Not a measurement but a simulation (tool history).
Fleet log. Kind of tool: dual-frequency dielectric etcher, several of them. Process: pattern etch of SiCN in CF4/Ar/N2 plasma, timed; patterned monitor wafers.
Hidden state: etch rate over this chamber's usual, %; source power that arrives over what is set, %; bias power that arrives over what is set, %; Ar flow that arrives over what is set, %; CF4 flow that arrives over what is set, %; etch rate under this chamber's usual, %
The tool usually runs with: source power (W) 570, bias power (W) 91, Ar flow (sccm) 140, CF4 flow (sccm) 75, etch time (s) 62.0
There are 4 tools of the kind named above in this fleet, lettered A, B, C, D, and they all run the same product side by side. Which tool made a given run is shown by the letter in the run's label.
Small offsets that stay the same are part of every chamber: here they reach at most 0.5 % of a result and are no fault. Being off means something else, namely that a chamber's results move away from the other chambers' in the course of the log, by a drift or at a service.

| run | hour | source power (W) | bias power (W) | Ar flow (sccm) | CF4 flow (sccm) | etch time (s) | hours since the last wet clean | hours since the last source power generator calibration | hours since the last bias power generator calibration | hours since the last Ar flow controller change | hours since the last CF4 flow controller change | read-back reference wafer on the same gauge, depth_nm | mean etch depth across the wafer (angstrom) |
|---|---|---|---|---|---|---|---|---|---|---|---|---|---|
| 1C | 4.0 | 570 | 91 | 140 | 75 | 62.0 | 238.6 | 179.4 | 1324.2 | 826.4 | 2288.8 | 56.322 | 683.09 |
| 2A | 7.6 | 570 | 91 | 140 | 75 | 62.0 | 188.1 | 147.8 | 2777.3 | 1354.7 | 152.0 | 56.317 | 682.68 |
| 3B | 14.0 | 570 | 91 | 140 | 75 | 62.0 | 246.8 | 2570.5 | 2170.3 | 2506.1 | 3398.4 | 56.274 | 686.60 |
| 4D | 20.4 | 570 | 91 | 140 | 75 | 62.0 | 453.1 | 379.6 | 1391.7 | 275.3 | 207.7 | 56.293 | 687.58 |
| 5A | 26.0 | 640 | 91 | 140 | 75 | 46.5 | 206.5 | 166.2 | 2795.7 | 1373.1 | 170.4 | 56.318 | 567.92 |
| 6C | 32.3 | 640 | 91 | 140 | 75 | 46.5 | 266.9 | 207.7 | 1352.5 | 854.7 | 2317.1 | 56.315 | 566.42 |
| 7D | 37.9 | 640 | 91 | 140 | 75 | 46.5 | 470.6 | 397.1 | 1409.2 | 292.8 | 225.2 | 56.326 | 569.38 |
| 8B | 43.7 | 640 | 91 | 140 | 75 | 46.5 | 276.5 | 2600.2 | 2200.0 | 2535.8 | 3428.1 | 56.307 | 568.71 |
| 9A | 50.0 | 570 | 102 | 140 | 75 | 62.0 | 230.5 | 190.2 | 2819.7 | 1397.1 | 194.4 | 56.300 | 712.60 |
| 10C | 56.8 | 570 | 102 | 140 | 75 | 62.0 | 291.4 | 232.2 | 1377.0 | 879.2 | 2341.6 | 56.258 | 715.13 |
| 11B | 59.9 | 570 | 102 | 140 | 75 | 62.0 | 292.7 | 2616.4 | 2216.2 | 2552.0 | 3444.3 | 56.283 | 717.70 |
| 12D | 65.2 | 570 | 102 | 140 | 75 | 62.0 | 497.9 | 424.4 | 1436.5 | 320.1 | 252.5 | 56.299 | 715.21 |
| 13A | 71.7 | 570 | 91 | 140 | 75 | 62.0 | 252.2 | 211.9 | 2841.4 | 1418.8 | 216.1 | 56.266 | 682.04 |
| 14B | 77.7 | 530 | 91 | 140 | 75 | 62.0 | 310.5 | 2634.2 | 2234.0 | 2569.8 | 3462.1 | 56.306 | 640.84 |
| 15C | 81.9 | 530 | 91 | 140 | 75 | 62.0 | 316.5 | 257.3 | 1402.1 | 904.3 | 2366.7 | 56.285 | 641.15 |
| 16D | 87.3 | 530 | 91 | 140 | 75 | 62.0 | 520.0 | 446.5 | 1458.6 | 342.2 | 274.6 | 56.324 | 644.04 |
| 17D | 92.0 | 530 | 91 | 140 | 75 | 62.0 | 524.7 | 451.2 | 1463.3 | 346.9 | 279.3 | 56.302 | 645.14 |
| 18B | 95.9 | 570 | 91 | 140 | 75 | 62.0 | 328.7 | 2652.4 | 2252.2 | 2588.0 | 3480.3 | 56.287 | 684.28 |
| 19C | 102.3 | 570 | 91 | 140 | 75 | 62.0 | 336.9 | 277.7 | 1422.5 | 924.7 | 2387.1 | 56.312 | 685.83 |
| 20A | 106.0 | 570 | 91 | 140 | 75 | 62.0 | 286.5 | 246.2 | 2875.7 | 1453.1 | 250.4 | 56.343 | 686.35 |
| 21D | 109.0 | 570 | 91 | 140 | 75 | 62.0 | 541.7 | 468.2 | 1480.3 | 363.9 | 296.3 | 56.289 | 685.62 |
| 22A | 113.6 | 570 | 91 | 140 | 75 | 62.0 | 294.1 | 253.8 | 2883.3 | 1460.7 | 258.0 | 56.312 | 683.62 |
| 23B | 116.9 | 570 | 91 | 140 | 75 | 62.0 | 349.7 | 2673.4 | 2273.2 | 2609.0 | 3501.3 | 56.284 | 688.87 |
| 24C | 122.1 | 570 | 91 | 140 | 75 | 62.0 | 356.7 | 297.5 | 1442.3 | 944.5 | 2406.9 | 56.305 | 684.43 |
| 25A | 126.0 | 570 | 91 | 140 | 75 | 62.0 | 306.5 | 266.2 | 2895.7 | 1473.1 | 270.4 | 56.317 | 685.89 |
| 26C | 130.8 | 570 | 91 | 140 | 75 | 62.0 | 365.4 | 306.2 | 1451.0 | 953.2 | 2415.6 | 56.308 | 687.63 |
| 27D | 134.7 | 570 | 91 | 140 | 75 | 62.0 | 567.4 | 493.9 | 1506.0 | 389.6 | 322.0 | 56.288 | 687.07 |
| 28B | 140.7 | 570 | 91 | 140 | 75 | 62.0 | 373.5 | 2697.2 | 2297.0 | 2632.8 | 3525.1 | 56.317 | 685.75 |
| 29C | 144.1 | 570 | 91 | 140 | 82 | 62.0 | 378.7 | 319.5 | 1464.3 | 966.5 | 2428.9 | 56.273 | 696.14 |
| 30D | 149.7 | 570 | 91 | 140 | 82 | 62.0 | 582.4 | 508.9 | 1521.0 | 404.6 | 337.0 | 56.341 | 694.51 |
| 31A | 153.7 | 570 | 91 | 140 | 82 | 62.0 | 334.2 | 293.9 | 2923.4 | 1500.8 | 298.1 | 56.320 | 692.03 |
| 32B | 157.5 | 570 | 91 | 140 | 82 | 62.0 | 390.3 | 2714.0 | 2313.8 | 2649.6 | 3541.9 | 56.295 | 692.80 |

Which is it: a chamber that has drifted or been left off by a service, a gauge drift common to all chambers, or only each chamber's usual small offset? If a chamber is off, name it and its likeliest cause.

No chamber is off and the gauge is stable; the differences are just each chamber's small, constant offset.
